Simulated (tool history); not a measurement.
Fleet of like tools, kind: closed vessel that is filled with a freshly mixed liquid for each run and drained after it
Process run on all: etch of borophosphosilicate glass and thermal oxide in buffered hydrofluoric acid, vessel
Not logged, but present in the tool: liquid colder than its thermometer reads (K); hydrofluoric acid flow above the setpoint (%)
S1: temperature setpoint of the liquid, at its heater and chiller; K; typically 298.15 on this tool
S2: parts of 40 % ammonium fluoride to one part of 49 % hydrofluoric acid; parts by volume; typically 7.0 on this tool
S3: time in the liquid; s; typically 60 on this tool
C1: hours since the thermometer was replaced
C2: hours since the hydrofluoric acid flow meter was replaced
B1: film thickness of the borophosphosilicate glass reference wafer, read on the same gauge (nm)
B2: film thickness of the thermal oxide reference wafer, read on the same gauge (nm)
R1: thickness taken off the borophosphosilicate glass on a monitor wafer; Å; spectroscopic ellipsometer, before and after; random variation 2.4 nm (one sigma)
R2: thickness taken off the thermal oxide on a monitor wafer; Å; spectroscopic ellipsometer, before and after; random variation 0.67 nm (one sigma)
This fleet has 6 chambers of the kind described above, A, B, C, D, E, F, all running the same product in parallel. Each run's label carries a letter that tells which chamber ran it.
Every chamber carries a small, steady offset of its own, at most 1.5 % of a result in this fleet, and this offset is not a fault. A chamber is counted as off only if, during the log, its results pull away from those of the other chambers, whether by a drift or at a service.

{"run": "1A", "day": 0.288, "S1": 298.15, "S2": 7.0, "S3": 60, "C1": 225.1, "C2": 1005.3, "B1": 80.011, "B2": 140.01, "R1": 3142.7, "R2": 975.37}
{"run": "2B", "day": 0.633, "S1": 298.15, "S2": 7.0, "S3": 60, "C1": 496.8, "C2": 683.4, "B1": 80.015, "B2": 140.0, "R1": 3134.1, "R2": 974.93}
{"run": "3F", "day": 1.204, "S1": 298.15, "S2": 7.0, "S3": 60, "C1": 1047.7, "C2": 691.4, "B1": 79.983, "B2": 140.0, "R1": 3213.5, "R2": 984.14}
{"run": "4E", "day": 1.721, "S1": 298.15, "S2": 7.0, "S3": 60, "C1": 260.0, "C2": 689.2, "B1": 79.977, "B2": 139.96, "R1": 3124.5, "R2": 982.23}
{"run": "5C", "day": 2.2, "S1": 298.15, "S2": 7.0, "S3": 60, "C1": 1793.0, "C2": 103.1, "B1": 79.997, "B2": 139.96, "R1": 3145.5, "R2": 984.56}
{"run": "6D", "day": 2.642, "S1": 298.15, "S2": 7.0, "S3": 60, "C1": 195.3, "C2": 1238.8, "B1": 80.007, "B2": 140.01, "R1": 3201.4, "R2": 962.13}
{"run": "7F", "day": 3.092, "S1": 298.15, "S2": 7.0, "S3": 60, "C1": 1093.0, "C2": 736.7, "B1": 80.013, "B2": 140.01, "R1": 3186.3, "R2": 982.66}
{"run": "8E", "day": 3.633, "S1": 298.15, "S2": 7.0, "S3": 60, "C1": 305.9, "C2": 735.1, "B1": 80.019, "B2": 139.97, "R1": 3091.7, "R2": 984.96}
{"run": "9A", "day": 4.179, "S1": 298.15, "S2": 7.0, "S3": 60, "C1": 318.5, "C2": 1098.7, "B1": 79.992, "B2": 140.02, "R1": 3192.9, "R2": 970.12}
{"run": "10D", "day": 4.717, "S1": 298.15, "S2": 7.0, "S3": 60, "C1": 245.1, "C2": 1288.6, "B1": 79.994, "B2": 140.02, "R1": 3182.2, "R2": 977.58}
{"run": "11B", "day": 5.279, "S1": 298.15, "S2": 7.0, "S3": 60, "C1": 608.3, "C2": 794.9, "B1": 79.968, "B2": 139.99, "R1": 3119.6, "R2": 970.71}
{"run": "12C", "day": 5.554, "S1": 298.15, "S2": 7.0, "S3": 60, "C1": 1873.5, "C2": 183.6, "B1": 79.986, "B2": 140.0, "R1": 3175.8, "R2": 984.81}
{"run": "13E", "day": 5.871, "S1": 298.15, "S2": 7.0, "S3": 60, "C1": 359.6, "C2": 788.8, "B1": 80.013, "B2": 140.02, "R1": 3158.1, "R2": 984.66}
{"run": "14A", "day": 6.342, "S1": 298.15, "S2": 7.0, "S3": 60, "C1": 370.4, "C2": 1150.6, "B1": 79.976, "B2": 139.99, "R1": 3200.0, "R2": 978.93}
{"day": 6.642, "done": "chamber C: thermometer replaced"}
{"run": "15B", "day": 6.942, "S1": 298.15, "S2": 7.0, "S3": 60, "C1": 648.2, "C2": 834.8, "B1": 79.989, "B2": 139.98, "R1": 3135.9, "R2": 978.05}
{"run": "16D", "day": 7.308, "S1": 298.15, "S2": 7.0, "S3": 60, "C1": 307.3, "C2": 1350.8, "B1": 80.009, "B2": 140.01, "R1": 3186.7, "R2": 983.17}
{"run": "17C", "day": 7.883, "S1": 298.15, "S2": 7.0, "S3": 60, "C1": 29.9, "C2": 239.5, "B1": 79.998, "B2": 139.98, "R1": 3151.4, "R2": 992.52}
{"run": "18F", "day": 8.188, "S1": 298.15, "S2": 7.0, "S3": 60, "C1": 1215.3, "C2": 859.0, "B1": 80.02, "B2": 140.02, "R1": 3164.6, "R2": 987.12}
{"run": "19A", "day": 8.604, "S1": 298.15, "S2": 8.0, "S3": 75, "C1": 424.7, "C2": 1204.9, "B1": 80.0, "B2": 140.01, "R1": 3448.9, "R2": 1049.2}
{"run": "20C", "day": 8.967, "S1": 298.15, "S2": 8.0, "S3": 75, "C1": 55.9, "C2": 265.5, "B1": 79.978, "B2": 139.98, "R1": 3440.2, "R2": 1054.5}
{"run": "21D", "day": 9.433, "S1": 298.15, "S2": 8.0, "S3": 75, "C1": 358.3, "C2": 1401.8, "B1": 79.952, "B2": 140.01, "R1": 3408.1, "R2": 1056.0}
{"run": "22F", "day": 9.838, "S1": 298.15, "S2": 8.0, "S3": 75, "C1": 1254.9, "C2": 898.6, "B1": 79.979, "B2": 139.96, "R1": 3444.7, "R2": 1064.4}
{"run": "23B", "day": 10.217, "S1": 298.15, "S2": 8.0, "S3": 75, "C1": 726.8, "C2": 913.4, "B1": 79.973, "B2": 140.0, "R1": 3456.5, "R2": 1067.1}
{"run": "24E", "day": 10.767, "S1": 298.15, "S2": 8.0, "S3": 75, "C1": 477.1, "C2": 906.3, "B1": 79.964, "B2": 140.02, "R1": 3380.5, "R2": 1063.9}
{"run": "25D", "day": 11.125, "S1": 298.15, "S2": 7.0, "S3": 60, "C1": 398.9, "C2": 1442.4, "B1": 79.997, "B2": 139.96, "R1": 3194.4, "R2": 974.9}
{"run": "26A", "day": 11.633, "S1": 298.15, "S2": 7.0, "S3": 30, "C1": 497.4, "C2": 1277.6, "B1": 80.02, "B2": 140.02, "R1": 1591.2, "R2": 488.44}
{"run": "27F", "day": 12.05, "S1": 298.15, "S2": 7.0, "S3": 30, "C1": 1308.0, "C2": 951.7, "B1": 79.988, "B2": 140.01, "R1": 1579.8, "R2": 488.83}
{"run": "28C", "day": 12.575, "S1": 298.15, "S2": 7.0, "S3": 30, "C1": 142.5, "C2": 352.1, "B1": 79.998, "B2": 139.99, "R1": 1591.9, "R2": 487.74}
{"run": "29E", "day": 13.142, "S1": 298.15, "S2": 7.0, "S3": 30, "C1": 534.1, "C2": 963.3, "B1": 79.996, "B2": 140.01, "R1": 1562.2, "R2": 492.68}
{"run": "30B", "day": 13.762, "S1": 298.15, "S2": 7.0, "S3": 30, "C1": 811.9, "C2": 998.5, "B1": 79.977, "B2": 140.03, "R1": 1634.7, "R2": 509.07}
{"run": "31B", "day": 14.288, "S1": 298.15, "S2": 7.0, "S3": 30, "C1": 824.5, "C2": 1011.1, "B1": 79.99, "B2": 140.02, "R1": 1650.2, "R2": 506.78}
{"run": "32E", "day": 14.579, "S1": 298.15, "S2": 5.5, "S3": 60, "C1": 568.6, "C2": 997.8, "B1": 80.002, "B2": 140.0, "R1": 3910.8, "R2": 1218.9}
{"run": "33F", "day": 15.025, "S1": 298.15, "S2": 5.5, "S3": 60, "C1": 1379.4, "C2": 1023.1, "B1": 79.992, "B2": 139.99, "R1": 3901.0, "R2": 1206.0}
{"run": "34A", "day": 15.4, "S1": 298.15, "S2": 5.5, "S3": 60, "C1": 587.8, "C2": 1368.0, "B1": 79.971, "B2": 140.0, "R1": 3916.7, "R2": 1188.8}
{"day": 15.583, "done": "chamber B: thermometer replaced"}
{"run": "35C", "day": 16.004, "S1": 298.15, "S2": 5.5, "S3": 60, "C1": 224.8, "C2": 434.4, "B1": 79.983, "B2": 140.02, "R1": 3984.3, "R2": 1213.4}
{"run": "36D", "day": 16.312, "S1": 298.15, "S2": 5.5, "S3": 60, "C1": 523.4, "C2": 1566.9, "B1": 80.0, "B2": 139.99, "R1": 3925.5, "R2": 1210.7}
{"run": "37E", "day": 16.867, "S1": 298.15, "S2": 5.5, "S3": 60, "C1": 623.5, "C2": 1052.7, "B1": 79.967, "B2": 139.96, "R1": 3900.7, "R2": 1212.1}
{"run": "38A", "day": 17.192, "S1": 298.15, "S2": 6.0, "S3": 60, "C1": 630.8, "C2": 1411.0, "B1": 80.001, "B2": 140.01, "R1": 3677.5, "R2": 1097.8}
{"run": "39B", "day": 17.708, "S1": 298.15, "S2": 6.0, "S3": 60, "C1": 51.0, "C2": 1093.2, "B1": 79.997, "B2": 139.97, "R1": 3878.8, "R2": 1188.3}

Read the log: is a single chamber off, either drifting away or since a service, is the gauge that measures every chamber drifting, or is nothing wrong beyond small per-chamber offsets? Name any odd chamber and what most likely caused it.

One chamber, B, drifts off from the rest bit by bit.
What lies behind it: hydrofluoric acid flow above the setpoint (%) = 8.91.

Here are 4 candidates for chamber B's next run, each the usual settings with a change, their results left as question marks. Which one brings its results back in line with what the others give on the usual settings?
Allowed miss from the other chambers' usual-settings mean, per result, to count as in line: R1 83.0 Å; R2 23.00 Å
{"run": "40B-1", "day": 18.154, "S1": 299.15, "S2": 7.5, "S3": 65, "R1": "?", "R2": "?"}
{"run": "40B-2", "day": 18.154, "S1": 301.15, "S2": 9.0, "S3": 75, "R1": "?", "R2": "?"}
{"run": "40B-3", "day": 18.154, "S1": 296.65, "S2": 6.0, "S3": 50, "R1": "?", "R2": "?"}
{"run": "40B-4", "day": 18.154, "S1": 297.15, "S2": 6.5, "S3": 55, "R1": "?", "R2": "?"}

The mean the other chambers reach with the usual settings: R1 3165.6 Å; R2 978.86 Å
run=40B-1 R1=3635.7 R2=1128.80
run=40B-2 R1=3838.3 R2=1195.80
run=40B-3 R1=2974.2 R2=917.61
run=40B-4 R1=3135.8 R2=969.70
Change 40B-4 lands the chamber within the allowed miss of the other chambers.
